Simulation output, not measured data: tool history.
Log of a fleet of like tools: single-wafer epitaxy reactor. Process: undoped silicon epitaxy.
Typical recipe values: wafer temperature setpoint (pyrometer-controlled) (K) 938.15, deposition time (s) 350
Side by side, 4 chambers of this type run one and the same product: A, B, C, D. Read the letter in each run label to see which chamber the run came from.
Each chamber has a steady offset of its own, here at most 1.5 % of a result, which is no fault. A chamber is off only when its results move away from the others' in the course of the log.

run    day  wafer temperature setpoint (pyrometer-controlled) (K)  deposition time (s)  hours since the last pyrometer calibration  read-back reference wafer on the same gauge, thickness_nm  mean film thickness on the monitor wafer (Å)
 1B  0.317                                                 938.15                  350                                       637.1                                                     96.677                                        818.02
 2D  0.783                                                 938.15                  350                                      1365.8                                                     96.863                                        800.93
 3A  1.121                                                 938.15                  350                                       993.6                                                     96.771                                        816.01
 4C  1.333                                                 938.15                  350                                       243.2                                                     96.894                                        799.59
 5B  1.712                                                 938.15                  350                                       670.6                                                     96.806                                        815.76
 6C  2.017                                                 938.15                  350                                       259.6                                                     96.945                                        794.39
 7D  2.483                                                 925.15                  350                                      1406.6                                                     96.752                                        607.11
 8A  2.742                                                 925.15                  350                                      1032.5                                                     96.834                                        623.94
 9B  3.112                                                 925.15                  350                                       704.2                                                     96.789                                        621.48
10D  3.533                                                 925.15                  350                                      1431.8                                                     96.827                                        612.60
11C  3.900                                                 949.15                  350                                       304.8                                                     96.789                                       1015.50
12A  4.242                                                 949.15                  350                                      1068.5                                                     96.798                                       1052.00
13A  4.529                                                 949.15                  350                                      1075.4                                                     96.783                                       1049.50
14C  4.954                                                 949.15                  350                                       330.1                                                     96.858                                       1012.70
15D  5.167                                                 930.15                  305                                      1471.0                                                     96.863                                        593.16
16B  5.404                                                 930.15                  305                                       759.2                                                     96.834                                        595.18
17A  5.700                                                 930.15                  305                                      1103.5                                                     96.644                                        616.62
18C  6.025                                                 930.15                  305                                       355.8                                                     96.795                                        585.99
19B  6.367                                                 938.15                  350                                       782.3                                                     96.854                                        820.09
20D  6.704                                                 938.15                  350                                      1507.9                                                     96.789                                        800.77
21A  7.067                                                 938.15                  350                                      1136.3                                                     96.735                                        837.97
22D  7.342                                                 938.15                  350                                      1523.2                                                     96.832                                        802.38
23B  7.562                                                 938.15                  350                                       811.0                                                     96.807                                        815.16
24C  7.912                                                 938.15                  350                                       401.1                                                     96.729                                        792.44
25B  8.288                                                 938.15                  350                                       828.4                                                     96.862                                        816.56

Decide between three cases: one chamber stands off from its peers, the gauge reading all wafers drifts, or nothing is wrong past each chamber's small offset. Where a chamber is off, say which and what most likely put it there.

Chamber A drifts away from the others.
Most likely cause: wafer temperature above the value expected at the setpoint (K) = 1.72.

Which of the 4 candidates below, each the usual settings with something changed and its results left as question marks, puts chamber A back in line with what the other chambers give on the usual settings?
In line means no further than this from the other chambers' mean on the usual settings: mean film thickness on the monitor wafer (Å) 12.00
26A-1  8.625                                                 938.15                  333                                                                                                                                                    ?
26A-2  8.625                                                 938.15                  324                                                                                                                                                    ?
26A-3  8.625                                                 938.15                  367                                                                                                                                                    ?
26A-4  8.625                                                 938.15                  376                                                                                                                                                    ?

Other chambers, usual settings, mean: mean film thickness on the monitor wafer (Å) 807.25
  run  mean film thickness on the monitor wafer (Å)
26A-1                                        807.80
26A-2                                        785.97
26A-3                                        890.28
26A-4                                        912.11
26A-1 brings the chamber back in line.

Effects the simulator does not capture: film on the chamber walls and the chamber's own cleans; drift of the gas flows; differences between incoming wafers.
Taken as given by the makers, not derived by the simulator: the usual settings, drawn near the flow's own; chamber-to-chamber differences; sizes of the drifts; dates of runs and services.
